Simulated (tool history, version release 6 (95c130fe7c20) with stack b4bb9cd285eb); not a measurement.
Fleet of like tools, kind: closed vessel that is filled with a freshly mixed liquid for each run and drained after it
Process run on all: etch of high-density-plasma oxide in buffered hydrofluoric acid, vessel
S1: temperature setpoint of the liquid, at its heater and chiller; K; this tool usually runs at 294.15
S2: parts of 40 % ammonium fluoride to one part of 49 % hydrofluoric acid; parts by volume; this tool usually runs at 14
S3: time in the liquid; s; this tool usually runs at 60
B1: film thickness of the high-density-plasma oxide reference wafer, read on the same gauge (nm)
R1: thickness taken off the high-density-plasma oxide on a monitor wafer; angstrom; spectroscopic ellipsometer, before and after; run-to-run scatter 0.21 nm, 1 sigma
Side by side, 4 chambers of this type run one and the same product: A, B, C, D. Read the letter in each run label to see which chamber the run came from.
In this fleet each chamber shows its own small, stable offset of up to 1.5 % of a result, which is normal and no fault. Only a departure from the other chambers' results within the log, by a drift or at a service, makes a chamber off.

run 1A hour=8.8 | S1=294.15 S2=14 S3=60 | B1=89.992 | R1=452.61
run 2B hour=14.8 | S1=294.15 S2=14 S3=60 | B1=90.004 | R1=462.37
run 3C hour=22.4 | S1=294.15 S2=14 S3=60 | B1=89.991 | R1=449.49
-- hour=22.7 chamber A: thermometer replaced
run 4D hour=31.3 | S1=294.15 S2=14 S3=60 | B1=90.017 | R1=456.31
run 5A hour=36.4 | S1=294.15 S2=14 S3=60 | B1=89.996 | R1=454.96
run 6B hour=41 | S1=294.15 S2=14 S3=60 | B1=90.007 | R1=455.58
run 7C hour=45.7 | S1=294.15 S2=14 S3=60 | B1=89.984 | R1=455.59
run 8D hour=54.9 | S1=294.15 S2=15.5 S3=45 | B1=89.983 | R1=311.9
run 9A hour=59.2 | S1=294.15 S2=15.5 S3=45 | B1=89.98 | R1=309.08
run 10D hour=65.7 | S1=294.15 S2=15.5 S3=45 | B1=89.982 | R1=311.37
run 11B hour=74.7 | S1=294.15 S2=15.5 S3=45 | B1=89.991 | R1=312.21
-- hour=75.7 chamber B: hydrofluoric acid flow meter replaced
run 12C hour=79.3 | S1=294.15 S2=14 S3=60 | B1=89.987 | R1=450.64
run 13A hour=87.8 | S1=294.15 S2=14 S3=85 | B1=89.995 | R1=649.73
run 14B hour=97.1 | S1=294.15 S2=14 S3=85 | B1=90.009 | R1=651.62
run 15D hour=103.7 | S1=294.15 S2=14 S3=85 | B1=90.019 | R1=653.35
run 16C hour=108.9 | S1=294.15 S2=14 S3=85 | B1=90.023 | R1=642.06
run 17A hour=113.3 | S1=294.15 S2=14 S3=60 | B1=90.007 | R1=456.34
run 18C hour=119.3 | S1=294.15 S2=14 S3=60 | B1=90.011 | R1=449.02
run 19D hour=124 | S1=294.15 S2=14 S3=60 | B1=90.01 | R1=461.64
run 20B hour=128.4 | S1=294.15 S2=14 S3=60 | B1=89.977 | R1=458.95
run 21C hour=137.2 | S1=294.15 S2=14 S3=60 | B1=89.99 | R1=451.32
run 22A hour=145.9 | S1=294.15 S2=14 S3=60 | B1=90 | R1=450.84
run 23B hour=155 | S1=294.15 S2=14 S3=60 | B1=90.01 | R1=459.77
run 24D hour=162.7 | S1=294.15 S2=14 S3=60 | B1=89.986 | R1=457.4
run 25C hour=171.8 | S1=294.15 S2=14 S3=60 | B1=89.989 | R1=444.79
run 26A hour=176.1 | S1=294.15 S2=14 S3=60 | B1=89.987 | R1=459.78
run 27D hour=181.2 | S1=294.15 S2=14 S3=60 | B1=89.995 | R1=459.08
run 28B hour=186.4 | S1=294.15 S2=14 S3=60 | B1=89.972 | R1=458.09
run 29D hour=194.6 | S1=294.15 S2=14 S3=60 | B1=90.013 | R1=460.38
run 30C hour=201.6 | S1=294.15 S2=14 S3=60 | B1=90.012 | R1=439.93
run 31A hour=209.7 | S1=290.15 S2=12 S3=60 | B1=90.004 | R1=426.23
run 32B hour=216.1 | S1=290.15 S2=12 S3=60 | B1=90.006 | R1=426
run 33A hour=220.2 | S1=290.15 S2=12 S3=60 | B1=89.978 | R1=422.24
run 34C hour=225.2 | S1=290.15 S2=12 S3=60 | B1=90.031 | R1=404.3
run 35B hour=230.7 | S1=294.15 S2=14 S3=60 | B1=89.988 | R1=462.37
run 36D hour=238.8 | S1=294.15 S2=14 S3=60 | B1=90 | R1=455.82
run 37A hour=243.3 | S1=290.15 S2=11 S3=60 | B1=89.994 | R1=463.22
run 38B hour=252 | S1=290.15 S2=11 S3=60 | B1=89.999 | R1=464.78

Is one chamber out of step, is the gauge drifting, or do the chambers differ by no more than their own small offsets? For an off chamber, give its letter and the likeliest cause.

Little by little, chamber C moves away from the other chambers.
Cause: hydrofluoric acid flow below the setpoint (%) = 4.52.
The log may not tell that from: liquid colder than its thermometer reads (K).

Chamber C could run next with any of the 4 candidate recipes listed below; each alters the usual settings, and their results appear as question marks. Which one brings its results back in line with what the other chambers deliver on the usual settings?
In line here means within this much of the mean the other chambers give on the usual settings: R1 7.2 angstrom
run 39C-1 hour=258.8 | S1=294.65 S2=13.5 S3=60 | R1=?
run 39C-2 hour=258.8 | S1=294.65 S2=14 S3=60 | R1=?
run 39C-3 hour=258.8 | S1=293.65 S2=14.5 S3=60 | R1=?
run 39C-4 hour=258.8 | S1=294.15 S2=14.5 S3=60 | R1=?

What the other chambers average on the usual settings: R1 457.97 angstrom
run=39C-1 R1=460.69
run=39C-2 R1=444.39
run=39C-3 R1=405.97
run=39C-4 R1=417.45
39C-1 puts the chamber back in line with the other chambers.

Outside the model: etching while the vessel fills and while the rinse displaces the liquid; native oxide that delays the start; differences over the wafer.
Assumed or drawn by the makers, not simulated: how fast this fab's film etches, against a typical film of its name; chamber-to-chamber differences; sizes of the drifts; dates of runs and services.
